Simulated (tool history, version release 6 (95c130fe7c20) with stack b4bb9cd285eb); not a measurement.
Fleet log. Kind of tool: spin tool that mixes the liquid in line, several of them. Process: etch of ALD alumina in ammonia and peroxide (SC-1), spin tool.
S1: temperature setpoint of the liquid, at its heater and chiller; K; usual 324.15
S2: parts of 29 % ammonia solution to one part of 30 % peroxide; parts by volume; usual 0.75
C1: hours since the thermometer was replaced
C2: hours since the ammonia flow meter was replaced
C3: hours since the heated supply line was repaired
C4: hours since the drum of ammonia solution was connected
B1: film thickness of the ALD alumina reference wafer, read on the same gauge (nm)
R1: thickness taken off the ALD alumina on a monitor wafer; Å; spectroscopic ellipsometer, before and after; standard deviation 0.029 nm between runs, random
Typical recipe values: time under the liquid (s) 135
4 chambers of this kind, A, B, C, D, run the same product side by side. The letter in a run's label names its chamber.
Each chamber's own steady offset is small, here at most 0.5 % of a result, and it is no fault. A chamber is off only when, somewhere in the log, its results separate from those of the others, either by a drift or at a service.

{"run": "1B", "day": 0.675, "S1": 324.15, "S2": 0.75, "time under the liquid (s)": 135, "C1": 1110.8, "C2": 1655.1, "C3": 460.0, "C4": 110.9, "B1": 50.004, "R1": 66.865}
{"run": "2C", "day": 1.171, "S1": 324.15, "S2": 0.75, "time under the liquid (s)": 135, "C1": 973.1, "C2": 1426.2, "C3": 449.3, "C4": 393.3, "B1": 49.956, "R1": 66.304}
{"run": "3A", "day": 1.692, "S1": 324.15, "S2": 0.75, "time under the liquid (s)": 135, "C1": 538.0, "C2": 1325.0, "C3": 987.2, "C4": 382.3, "B1": 49.988, "R1": 67.102}
{"run": "4D", "day": 2.338, "S1": 324.15, "S2": 0.75, "time under the liquid (s)": 135, "C1": 1645.5, "C2": 574.7, "C3": 574.6, "C4": 150.2, "B1": 50.02, "R1": 66.609}
{"run": "5B", "day": 2.967, "S1": 324.15, "S2": 0.75, "time under the liquid (s)": 135, "C1": 1165.8, "C2": 1710.1, "C3": 515.0, "C4": 165.9, "B1": 49.992, "R1": 67.044}
{"run": "6A", "day": 3.625, "S1": 324.15, "S2": 0.75, "time under the liquid (s)": 135, "C1": 584.4, "C2": 1371.4, "C3": 1033.6, "C4": 428.7, "B1": 49.98, "R1": 67.065}
{"run": "7D", "day": 4.212, "S1": 324.15, "S2": 0.75, "time under the liquid (s)": 135, "C1": 1690.5, "C2": 619.7, "C3": 619.6, "C4": 195.2, "B1": 50.029, "R1": 66.762}
{"run": "8C", "day": 4.896, "S1": 324.15, "S2": 0.75, "time under the liquid (s)": 135, "C1": 1062.5, "C2": 1515.6, "C3": 538.7, "C4": 482.7, "B1": 50.031, "R1": 66.927}
{"run": "9A", "day": 5.504, "S1": 324.15, "S2": 0.75, "time under the liquid (s)": 135, "C1": 629.5, "C2": 1416.5, "C3": 1078.7, "C4": 473.8, "B1": 49.983, "R1": 66.628}
{"run": "10C", "day": 5.821, "S1": 324.15, "S2": 0.75, "time under the liquid (s)": 135, "C1": 1084.7, "C2": 1537.8, "C3": 560.9, "C4": 504.9, "B1": 50.025, "R1": 67.424}
{"day": 5.846, "done": "chamber D: new drum of ammonia solution connected"}
{"run": "11D", "day": 6.233, "S1": 324.15, "S2": 0.75, "time under the liquid (s)": 135, "C1": 1739.0, "C2": 668.2, "C3": 668.1, "C4": 9.4, "B1": 49.966, "R1": 66.564}
{"run": "12B", "day": 6.779, "S1": 324.15, "S2": 0.75, "time under the liquid (s)": 135, "C1": 1257.3, "C2": 1801.6, "C3": 606.5, "C4": 257.4, "B1": 49.979, "R1": 66.801}
{"run": "13A", "day": 7.275, "S1": 324.15, "S2": 0.75, "time under the liquid (s)": 135, "C1": 672.0, "C2": 1459.0, "C3": 1121.2, "C4": 516.3, "B1": 50.008, "R1": 66.927}
{"run": "14C", "day": 7.967, "S1": 324.15, "S2": 0.75, "time under the liquid (s)": 135, "C1": 1136.2, "C2": 1589.3, "C3": 612.4, "C4": 556.4, "B1": 49.992, "R1": 67.053}
{"run": "15D", "day": 8.508, "S1": 324.15, "S2": 0.75, "time under the liquid (s)": 135, "C1": 1793.6, "C2": 722.8, "C3": 722.7, "C4": 64.0, "B1": 49.96, "R1": 67.025}
{"day": 8.512, "done": "chamber B: new drum of ammonia solution connected"}
{"run": "16B", "day": 8.975, "S1": 324.15, "S2": 0.75, "time under the liquid (s)": 135, "C1": 1310.0, "C2": 1854.3, "C3": 659.2, "C4": 11.2, "B1": 50.022, "R1": 66.465}
{"run": "17A", "day": 9.575, "S1": 324.15, "S2": 0.35, "time under the liquid (s)": 135, "C1": 727.2, "C2": 1514.2, "C3": 1176.4, "C4": 571.5, "B1": 49.969, "R1": 61.629}
{"run": "18C", "day": 10.233, "S1": 324.15, "S2": 0.35, "time under the liquid (s)": 135, "C1": 1190.6, "C2": 1643.7, "C3": 666.8, "C4": 610.8, "B1": 50.02, "R1": 62.398}
{"run": "19B", "day": 10.888, "S1": 324.15, "S2": 0.35, "time under the liquid (s)": 135, "C1": 1355.9, "C2": 1900.2, "C3": 705.1, "C4": 57.1, "B1": 50.003, "R1": 62.209}
{"run": "20D", "day": 11.538, "S1": 324.15, "S2": 0.35, "time under the liquid (s)": 135, "C1": 1866.3, "C2": 795.5, "C3": 795.4, "C4": 136.7, "B1": 50.015, "R1": 61.985}
{"day": 12.075, "done": "chamber B: ammonia flow meter replaced"}
{"run": "21D", "day": 12.217, "S1": 333.65, "S2": 0.75, "time under the liquid (s)": 70, "C1": 1882.6, "C2": 811.8, "C3": 811.7, "C4": 153.0, "B1": 49.948, "R1": 56.885}
{"run": "22B", "day": 12.679, "S1": 333.65, "S2": 0.75, "time under the liquid (s)": 70, "C1": 1398.9, "C2": 14.6, "C3": 748.1, "C4": 100.1, "B1": 49.996, "R1": 57.939}
{"run": "23A", "day": 13.267, "S1": 333.65, "S2": 0.75, "time under the liquid (s)": 70, "C1": 815.8, "C2": 1602.8, "C3": 1265.0, "C4": 660.1, "B1": 49.998, "R1": 55.863}
{"run": "24C", "day": 13.7, "S1": 333.65, "S2": 0.75, "time under the liquid (s)": 70, "C1": 1273.8, "C2": 1726.9, "C3": 750.0, "C4": 694.0, "B1": 49.969, "R1": 56.456}
{"run": "25A", "day": 14.008, "S1": 324.15, "S2": 0.75, "time under the liquid (s)": 135, "C1": 833.6, "C2": 1620.6, "C3": 1282.8, "C4": 677.9, "B1": 49.991, "R1": 65.092}
{"run": "26B", "day": 14.396, "S1": 324.15, "S2": 0.75, "time under the liquid (s)": 135, "C1": 1440.1, "C2": 55.8, "C3": 789.3, "C4": 141.3, "B1": 49.979, "R1": 67.069}
{"day": 14.429, "done": "chamber D: new drum of ammonia solution connected"}
{"run": "27D", "day": 14.712, "S1": 324.15, "S2": 0.75, "time under the liquid (s)": 135, "C1": 1942.5, "C2": 871.7, "C3": 871.6, "C4": 6.9, "B1": 49.994, "R1": 67.42}
{"run": "28C", "day": 15.338, "S1": 324.15, "S2": 0.75, "time under the liquid (s)": 135, "C1": 1313.1, "C2": 1766.2, "C3": 789.3, "C4": 733.3, "B1": 49.979, "R1": 67.199}
{"run": "29C", "day": 15.996, "S1": 324.15, "S2": 0.75, "time under the liquid (s)": 135, "C1": 1328.9, "C2": 1782.0, "C3": 805.1, "C4": 749.1, "B1": 49.986, "R1": 66.431}
{"run": "30B", "day": 16.462, "S1": 324.15, "S2": 0.75, "time under the liquid (s)": 135, "C1": 1489.7, "C2": 105.4, "C3": 838.9, "C4": 190.9, "B1": 50.006, "R1": 67.194}
{"run": "31A", "day": 17.067, "S1": 324.15, "S2": 0.75, "time under the liquid (s)": 135, "C1": 907.0, "C2": 1694.0, "C3": 1356.2, "C4": 751.3, "B1": 49.987, "R1": 64.269}
{"run": "32D", "day": 17.579, "S1": 324.15, "S2": 0.75, "time under the liquid (s)": 135, "C1": 2011.3, "C2": 940.5, "C3": 940.4, "C4": 75.7, "B1": 50.01, "R1": 66.974}
{"run": "33A", "day": 17.938, "S1": 324.15, "S2": 0.75, "time under the liquid (s)": 135, "C1": 927.9, "C2": 1714.9, "C3": 1377.1, "C4": 772.2, "B1": 50.01, "R1": 64.387}
{"run": "34B", "day": 18.338, "S1": 324.15, "S2": 0.75, "time under the liquid (s)": 135, "C1": 1534.7, "C2": 150.4, "C3": 883.9, "C4": 235.9, "B1": 49.956, "R1": 66.663}
{"run": "35C", "day": 19.033, "S1": 324.15, "S2": 0.75, "time under the liquid (s)": 135, "C1": 1401.8, "C2": 1854.9, "C3": 878.0, "C4": 822.0, "B1": 49.99, "R1": 66.578}
{"run": "36D", "day": 19.5, "S1": 324.15, "S2": 0.75, "time under the liquid (s)": 135, "C1": 2057.4, "C2": 986.6, "C3": 986.5, "C4": 121.8, "B1": 50.008, "R1": 67.366}
{"run": "37D", "day": 19.925, "S1": 324.15, "S2": 0.75, "time under the liquid (s)": 135, "C1": 2067.6, "C2": 996.8, "C3": 996.7, "C4": 132.0, "B1": 49.978, "R1": 66.969}

Which is it: a chamber that has drifted or been left off by a service, a gauge drift common to all chambers, or only each chamber's usual small offset? If a chamber is off, name it and its likeliest cause.

It is chamber A that slowly wanders off from its peers.
What lies behind it: temperature lost on the way to the wafer (K) = 0.934.
The log may not separate it from: liquid colder than its thermometer reads (K).

Chamber A could run next with any of the 4 candidate recipes listed below; each alters the usual settings, and their results appear as question marks. Which one brings its results back in line with what the other chambers deliver on the usual settings?
Maximum distance from the other chambers' mean on the usual settings for a result to count as in line: R1 1.000 Å
{"run": "38A-1", "day": 20.425, "S1": 325.65, "S2": 0.75, "time under the liquid (s)": 135, "R1": "?"}
{"run": "38A-2", "day": 20.425, "S1": 324.15, "S2": 0.45, "time under the liquid (s)": 135, "R1": "?"}
{"run": "38A-3", "day": 20.425, "S1": 324.15, "S2": 1.2, "time under the liquid (s)": 135, "R1": "?"}
{"run": "38A-4", "day": 20.425, "S1": 322.65, "S2": 0.75, "time under the liquid (s)": 135, "R1": "?"}

Mean of the other chambers on the usual settings: R1 66.931 Å
run=38A-1 R1=69.203
run=38A-2 R1=60.828
run=38A-3 R1=66.665
run=38A-4 R1=58.748
With 38A-3, the chamber falls back in line with the rest.
